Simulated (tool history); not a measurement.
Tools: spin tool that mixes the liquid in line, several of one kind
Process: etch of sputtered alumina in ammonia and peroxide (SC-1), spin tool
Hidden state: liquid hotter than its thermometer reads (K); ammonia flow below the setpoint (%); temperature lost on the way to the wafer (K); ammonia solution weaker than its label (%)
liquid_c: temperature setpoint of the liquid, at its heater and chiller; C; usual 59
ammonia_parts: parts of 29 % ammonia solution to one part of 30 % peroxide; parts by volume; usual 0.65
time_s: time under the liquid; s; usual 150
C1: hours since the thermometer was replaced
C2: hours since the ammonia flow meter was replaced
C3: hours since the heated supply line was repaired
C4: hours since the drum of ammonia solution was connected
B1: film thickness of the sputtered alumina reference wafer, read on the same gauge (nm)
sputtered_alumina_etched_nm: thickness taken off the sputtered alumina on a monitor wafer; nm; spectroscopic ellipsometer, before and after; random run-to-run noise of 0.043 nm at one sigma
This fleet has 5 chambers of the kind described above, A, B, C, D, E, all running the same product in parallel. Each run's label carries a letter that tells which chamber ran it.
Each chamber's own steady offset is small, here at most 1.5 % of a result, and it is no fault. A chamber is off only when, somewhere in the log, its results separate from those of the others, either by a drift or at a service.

{"run": "1E", "hour": 3.3, "liquid_c": 59, "ammonia_parts": 0.65, "time_s": 150, "C1": 404.2, "C2": 116.2, "C3": 256.1, "C4": 72.7, "B1": 99.982, "sputtered_alumina_etched_nm": 9.6667}
{"run": "2D", "hour": 7.0, "liquid_c": 59, "ammonia_parts": 0.65, "time_s": 150, "C1": 921.2, "C2": 175.6, "C3": 1528.2, "C4": 646.5, "B1": 100, "sputtered_alumina_etched_nm": 9.8042}
{"run": "3A", "hour": 10.1, "liquid_c": 59, "ammonia_parts": 0.65, "time_s": 150, "C1": 558.6, "C2": 94.7, "C3": 2734.7, "C4": 368.4, "B1": 99.931, "sputtered_alumina_etched_nm": 9.5746}
{"run": "4B", "hour": 16.5, "liquid_c": 59, "ammonia_parts": 0.65, "time_s": 150, "C1": 1988.6, "C2": 760.8, "C3": 651.7, "C4": 844.8, "B1": 100.03, "sputtered_alumina_etched_nm": 9.7687}
{"run": "5C", "hour": 20.8, "liquid_c": 59, "ammonia_parts": 0.65, "time_s": 150, "C1": 710.8, "C2": 280.4, "C3": 640.4, "C4": 264, "B1": 100.05, "sputtered_alumina_etched_nm": 9.7355}
{"run": "6A", "hour": 24.9, "liquid_c": 59, "ammonia_parts": 0.65, "time_s": 150, "C1": 573.4, "C2": 109.5, "C3": 2749.5, "C4": 383.2, "B1": 99.97, "sputtered_alumina_etched_nm": 9.5816}
{"run": "7C", "hour": 31.7, "liquid_c": 59, "ammonia_parts": 0.65, "time_s": 150, "C1": 721.7, "C2": 291.3, "C3": 651.3, "C4": 274.9, "B1": 100.02, "sputtered_alumina_etched_nm": 9.5776}
{"run": "8D", "hour": 35.1, "liquid_c": 59, "ammonia_parts": 0.65, "time_s": 150, "C1": 949.3, "C2": 203.7, "C3": 1556.3, "C4": 674.6, "B1": 100, "sputtered_alumina_etched_nm": 9.7774}
{"run": "9E", "hour": 41.9, "liquid_c": 62, "ammonia_parts": 0.65, "time_s": 150, "C1": 442.8, "C2": 154.8, "C3": 294.7, "C4": 111.3, "B1": 99.985, "sputtered_alumina_etched_nm": 11.351}
{"run": "10B", "hour": 48.3, "liquid_c": 62, "ammonia_parts": 0.65, "time_s": 150, "C1": 2020.4, "C2": 792.6, "C3": 683.5, "C4": 876.6, "B1": 99.973, "sputtered_alumina_etched_nm": 11.292}
{"run": "11B", "hour": 53.6, "liquid_c": 62, "ammonia_parts": 0.65, "time_s": 150, "C1": 2025.7, "C2": 797.9, "C3": 688.8, "C4": 881.9, "B1": 99.98, "sputtered_alumina_etched_nm": 11.319}
{"run": "12E", "hour": 60.7, "liquid_c": 62, "ammonia_parts": 0.65, "time_s": 150, "C1": 461.6, "C2": 173.6, "C3": 313.5, "C4": 130.1, "B1": 99.972, "sputtered_alumina_etched_nm": 11.337}
{"run": "13D", "hour": 63.8, "liquid_c": 62, "ammonia_parts": 0.65, "time_s": 150, "C1": 978, "C2": 232.4, "C3": 1585, "C4": 703.3, "B1": 99.989, "sputtered_alumina_etched_nm": 11.429}
{"run": "14C", "hour": 69.9, "liquid_c": 59, "ammonia_parts": 0.65, "time_s": 150, "C1": 759.9, "C2": 329.5, "C3": 689.5, "C4": 313.1, "B1": 100.02, "sputtered_alumina_etched_nm": 9.6038}
{"run": "15A", "hour": 73.0, "liquid_c": 59, "ammonia_parts": 0.65, "time_s": 150, "C1": 621.5, "C2": 157.6, "C3": 2797.6, "C4": 431.3, "B1": 99.99, "sputtered_alumina_etched_nm": 9.5904}
{"run": "16E", "hour": 79.4, "liquid_c": 59, "ammonia_parts": 0.65, "time_s": 150, "C1": 480.3, "C2": 192.3, "C3": 332.2, "C4": 148.8, "B1": 100, "sputtered_alumina_etched_nm": 9.7}
{"run": "17C", "hour": 86.1, "liquid_c": 59, "ammonia_parts": 0.65, "time_s": 150, "C1": 776.1, "C2": 345.7, "C3": 705.7, "C4": 329.3, "B1": 100.05, "sputtered_alumina_etched_nm": 9.7325}
{"run": "18B", "hour": 91.3, "liquid_c": 59, "ammonia_parts": 0.8, "time_s": 90, "C1": 2063.4, "C2": 835.6, "C3": 726.5, "C4": 919.6, "B1": 100.01, "sputtered_alumina_etched_nm": 5.9545}
{"run": "19A", "hour": 98.0, "liquid_c": 59, "ammonia_parts": 0.8, "time_s": 90, "C1": 646.5, "C2": 182.6, "C3": 2822.6, "C4": 456.3, "B1": 100.02, "sputtered_alumina_etched_nm": 5.8928}
{"run": "20D", "hour": 102.4, "liquid_c": 59, "ammonia_parts": 0.8, "time_s": 90, "C1": 1016.6, "C2": 271, "C3": 1623.6, "C4": 741.9, "B1": 99.983, "sputtered_alumina_etched_nm": 6.0563}
{"run": "21D", "hour": 106.1, "liquid_c": 59, "ammonia_parts": 0.8, "time_s": 90, "C1": 1020.3, "C2": 274.7, "C3": 1627.3, "C4": 745.6, "B1": 100.08, "sputtered_alumina_etched_nm": 6.1252}
{"run": "22A", "hour": 109.9, "liquid_c": 59, "ammonia_parts": 0.8, "time_s": 90, "C1": 658.4, "C2": 194.5, "C3": 2834.5, "C4": 468.2, "B1": 99.983, "sputtered_alumina_etched_nm": 5.8936}
{"hour": 115.6, "done": "chamber C: ammonia flow meter replaced"}
{"run": "23E", "hour": 116.2, "liquid_c": 59, "ammonia_parts": 0.65, "time_s": 150, "C1": 517.1, "C2": 229.1, "C3": 369, "C4": 185.6, "B1": 100.04, "sputtered_alumina_etched_nm": 9.5731}
{"run": "24C", "hour": 121.1, "liquid_c": 59, "ammonia_parts": 0.65, "time_s": 150, "C1": 811.1, "C2": 5.5, "C3": 740.7, "C4": 364.3, "B1": 99.928, "sputtered_alumina_etched_nm": 9.7304}
{"run": "25B", "hour": 124.3, "liquid_c": 59, "ammonia_parts": 0.65, "time_s": 150, "C1": 2096.4, "C2": 868.6, "C3": 759.5, "C4": 952.6, "B1": 99.983, "sputtered_alumina_etched_nm": 9.6837}
{"run": "26D", "hour": 127.5, "liquid_c": 63.5, "ammonia_parts": 0.65, "time_s": 150, "C1": 1041.7, "C2": 296.1, "C3": 1648.7, "C4": 767, "B1": 99.972, "sputtered_alumina_etched_nm": 12.638}
{"run": "27B", "hour": 133.3, "liquid_c": 63.5, "ammonia_parts": 0.65, "time_s": 150, "C1": 2105.4, "C2": 877.6, "C3": 768.5, "C4": 961.6, "B1": 99.934, "sputtered_alumina_etched_nm": 12.236}
{"run": "28A", "hour": 136.4, "liquid_c": 63.5, "ammonia_parts": 0.65, "time_s": 150, "C1": 684.9, "C2": 221, "C3": 2861, "C4": 494.7, "B1": 100.03, "sputtered_alumina_etched_nm": 11.96}
{"run": "29C", "hour": 143.0, "liquid_c": 63.5, "ammonia_parts": 0.65, "time_s": 150, "C1": 833, "C2": 27.4, "C3": 762.6, "C4": 386.2, "B1": 99.926, "sputtered_alumina_etched_nm": 12.171}
{"run": "30E", "hour": 146.3, "liquid_c": 63.5, "ammonia_parts": 0.65, "time_s": 150, "C1": 547.2, "C2": 259.2, "C3": 399.1, "C4": 215.7, "B1": 99.944, "sputtered_alumina_etched_nm": 12.143}
{"run": "31C", "hour": 151.2, "liquid_c": 59, "ammonia_parts": 0.65, "time_s": 150, "C1": 841.2, "C2": 35.6, "C3": 770.8, "C4": 394.4, "B1": 99.987, "sputtered_alumina_etched_nm": 9.6782}
{"run": "32D", "hour": 157.5, "liquid_c": 59, "ammonia_parts": 0.65, "time_s": 150, "C1": 1071.7, "C2": 326.1, "C3": 1678.7, "C4": 797, "B1": 99.959, "sputtered_alumina_etched_nm": 10.184}
{"run": "33A", "hour": 162.7, "liquid_c": 59, "ammonia_parts": 0.65, "time_s": 150, "C1": 711.2, "C2": 247.3, "C3": 2887.3, "C4": 521, "B1": 99.984, "sputtered_alumina_etched_nm": 9.5554}
{"run": "34E", "hour": 167.7, "liquid_c": 59, "ammonia_parts": 0.65, "time_s": 150, "C1": 568.6, "C2": 280.6, "C3": 420.5, "C4": 237.1, "B1": 99.955, "sputtered_alumina_etched_nm": 9.7072}
{"run": "35B", "hour": 171.7, "liquid_c": 59, "ammonia_parts": 0.65, "time_s": 150, "C1": 2143.8, "C2": 916, "C3": 806.9, "C4": 1000, "B1": 99.998, "sputtered_alumina_etched_nm": 9.7252}
{"run": "36E", "hour": 177.8, "liquid_c": 59, "ammonia_parts": 0.95, "time_s": 150, "C1": 578.7, "C2": 290.7, "C3": 430.6, "C4": 247.2, "B1": 99.976, "sputtered_alumina_etched_nm": 9.9819}
{"run": "37B", "hour": 182.2, "liquid_c": 59, "ammonia_parts": 0.95, "time_s": 150, "C1": 2154.3, "C2": 926.5, "C3": 817.4, "C4": 1010.5, "B1": 100.04, "sputtered_alumina_etched_nm": 10.116}
{"run": "38C", "hour": 186.6, "liquid_c": 59, "ammonia_parts": 0.95, "time_s": 150, "C1": 876.6, "C2": 71, "C3": 806.2, "C4": 429.8, "B1": 100.03, "sputtered_alumina_etched_nm": 10.026}

Each of the 5 chambers runs these same settings next. Fill in every chamber's results:
{"run": "39A", "hour": 191.7, "liquid_c": 59, "ammonia_parts": 0.55, "time_s": 150, "sputtered_alumina_etched_nm": "?"}
{"run": "39B", "hour": 191.7, "liquid_c": 59, "ammonia_parts": 0.55, "time_s": 150, "sputtered_alumina_etched_nm": "?"}
{"run": "39C", "hour": 191.7, "liquid_c": 59, "ammonia_parts": 0.55, "time_s": 150, "sputtered_alumina_etched_nm": "?"}
{"run": "39D", "hour": 191.7, "liquid_c": 59, "ammonia_parts": 0.55, "time_s": 150, "sputtered_alumina_etched_nm": "?"}
{"run": "39E", "hour": 191.7, "liquid_c": 59, "ammonia_parts": 0.55, "time_s": 150, "sputtered_alumina_etched_nm": "?"}

run=39A sputtered_alumina_etched_nm=9.4026
run=39B sputtered_alumina_etched_nm=9.6166
run=39C sputtered_alumina_etched_nm=9.5085
run=39D sputtered_alumina_etched_nm=10.127
run=39E sputtered_alumina_etched_nm=9.5469
